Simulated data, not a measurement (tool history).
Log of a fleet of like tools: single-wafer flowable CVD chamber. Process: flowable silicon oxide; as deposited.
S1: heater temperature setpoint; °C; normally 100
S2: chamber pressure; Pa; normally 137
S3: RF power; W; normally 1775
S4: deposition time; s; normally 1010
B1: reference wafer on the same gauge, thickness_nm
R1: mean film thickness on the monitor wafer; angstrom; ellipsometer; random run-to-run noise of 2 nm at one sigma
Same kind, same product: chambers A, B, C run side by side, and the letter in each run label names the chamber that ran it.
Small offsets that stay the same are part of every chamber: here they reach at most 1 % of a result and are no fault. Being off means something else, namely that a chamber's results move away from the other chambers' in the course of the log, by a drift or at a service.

run	day	S1	S2	S3	S4	B1	R1
1C	0.392	100	137	1775	1010	885.77	8106.3
2A	0.692	100	137	1775	1010	885.42	8244.7
3B	1.042	100	137	1775	1010	885.80	8176.6
4B	1.521	100	137	1775	1010	885.15	8171.0
5C	1.975	100	137	1775	1010	886.45	8160.4
6A	2.408	100	137	1775	1010	885.47	8234.9
7B	2.933	100	137	1775	1010	885.73	8134.0
8A	3.350	100	137	1775	1010	885.86	8233.4
9C	4.038	100	137	1775	1010	885.62	8122.1
10A	4.575	100	137	1775	1010	886.42	8251.9
11B	4.908	100	137	1775	1010	885.84	8150.5
12C	5.429	100	137	1775	1010	886.06	8126.0
13A	5.850	100	137	1775	1010	886.13	8239.9
14B	6.496	100	137	1775	1010	885.51	8170.8
15C	6.883	100	137	1775	1010	886.08	8157.8
16C	7.554	100	137	1775	1010	886.43	8138.9
17B	8.058	100	137	1775	1010	886.12	8177.4
18A	8.588	100	137	1480	1010	885.42	7787.5
19B	8.950	100	137	1480	1010	886.07	7723.8
20C	9.258	100	137	1480	1010	886.06	7713.9
21A	9.879	100	137	1775	1010	885.98	8241.2

What goes on in this fleet: one chamber off, a drifting gauge, or nothing beyond the chambers' own small offsets? Name the chamber and the cause, if any.

No chamber is off and the gauge is stable; the differences are just each chamber's small, constant offset.
